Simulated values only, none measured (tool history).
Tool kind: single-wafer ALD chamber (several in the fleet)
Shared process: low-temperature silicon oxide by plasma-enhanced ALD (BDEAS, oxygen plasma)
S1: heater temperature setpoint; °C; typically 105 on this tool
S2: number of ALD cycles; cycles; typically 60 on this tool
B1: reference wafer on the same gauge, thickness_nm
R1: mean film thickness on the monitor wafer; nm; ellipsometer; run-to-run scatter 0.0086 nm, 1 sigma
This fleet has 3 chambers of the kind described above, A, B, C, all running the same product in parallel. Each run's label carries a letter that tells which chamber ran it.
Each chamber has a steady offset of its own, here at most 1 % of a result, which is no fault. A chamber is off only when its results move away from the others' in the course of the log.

run 1B hour=2.8 | S1=105 S2=60 | B1=8.6085 | R1=8.5064
run 2C hour=8.1 | S1=105 S2=60 | B1=8.6081 | R1=8.5602
run 3A hour=12.2 | S1=105 S2=60 | B1=8.6052 | R1=8.4578
run 4C hour=17.6 | S1=105 S2=60 | B1=8.6040 | R1=8.5517
run 5B hour=20.3 | S1=105 S2=60 | B1=8.6039 | R1=8.5010
run 6A hour=24.2 | S1=105 S2=60 | B1=8.6007 | R1=8.4561
run 7C hour=29.3 | S1=105 S2=60 | B1=8.6002 | R1=8.5603
run 8B hour=34.0 | S1=92 S2=60 | B1=8.5995 | R1=8.8181
run 9A hour=36.6 | S1=92 S2=60 | B1=8.5977 | R1=8.7758
run 10C hour=42.1 | S1=92 S2=60 | B1=8.5969 | R1=8.8757
run 11B hour=45.6 | S1=105 S2=60 | B1=8.5958 | R1=8.4858
run 12A hour=48.6 | S1=105 S2=60 | B1=8.5946 | R1=8.4449
run 13B hour=52.1 | S1=105 S2=60 | B1=8.5939 | R1=8.4849
run 14C hour=56.9 | S1=105 S2=60 | B1=8.5912 | R1=8.5265
run 15A hour=60.2 | S1=105 S2=60 | B1=8.5905 | R1=8.4475
run 16A hour=65.6 | S1=105 S2=60 | B1=8.5880 | R1=8.4306
run 17B hour=68.8 | S1=96 S2=56 | B1=8.5861 | R1=8.1081
run 18C hour=72.6 | S1=96 S2=56 | B1=8.5862 | R1=8.1563
run 19C hour=77.0 | S1=96 S2=56 | B1=8.5859 | R1=8.1460
run 20B hour=80.2 | S1=105 S2=60 | B1=8.5814 | R1=8.4803
run 21A hour=83.4 | S1=105 S2=60 | B1=8.5848 | R1=8.4345
run 22C hour=87.7 | S1=105 S2=60 | B1=8.5794 | R1=8.5265
run 23B hour=92.2 | S1=105 S2=60 | B1=8.5819 | R1=8.4855
run 24A hour=95.6 | S1=105 S2=60 | B1=8.5761 | R1=8.4104
run 25B hour=100.8 | S1=105 S2=60 | B1=8.5785 | R1=8.4902
run 26C hour=104.2 | S1=105 S2=60 | B1=8.5773 | R1=8.5212
run 27A hour=107.8 | S1=105 S2=56 | B1=8.5739 | R1=7.8600

Next, every chamber runs the same settings. What will each give?
run 28A hour=111.8 | S1=105 S2=60 | R1=?
run 28B hour=111.8 | S1=105 S2=60 | R1=?
run 28C hour=111.8 | S1=105 S2=60 | R1=?

run=28A R1=8.4130
run=28B R1=8.4623
run=28C R1=8.5174

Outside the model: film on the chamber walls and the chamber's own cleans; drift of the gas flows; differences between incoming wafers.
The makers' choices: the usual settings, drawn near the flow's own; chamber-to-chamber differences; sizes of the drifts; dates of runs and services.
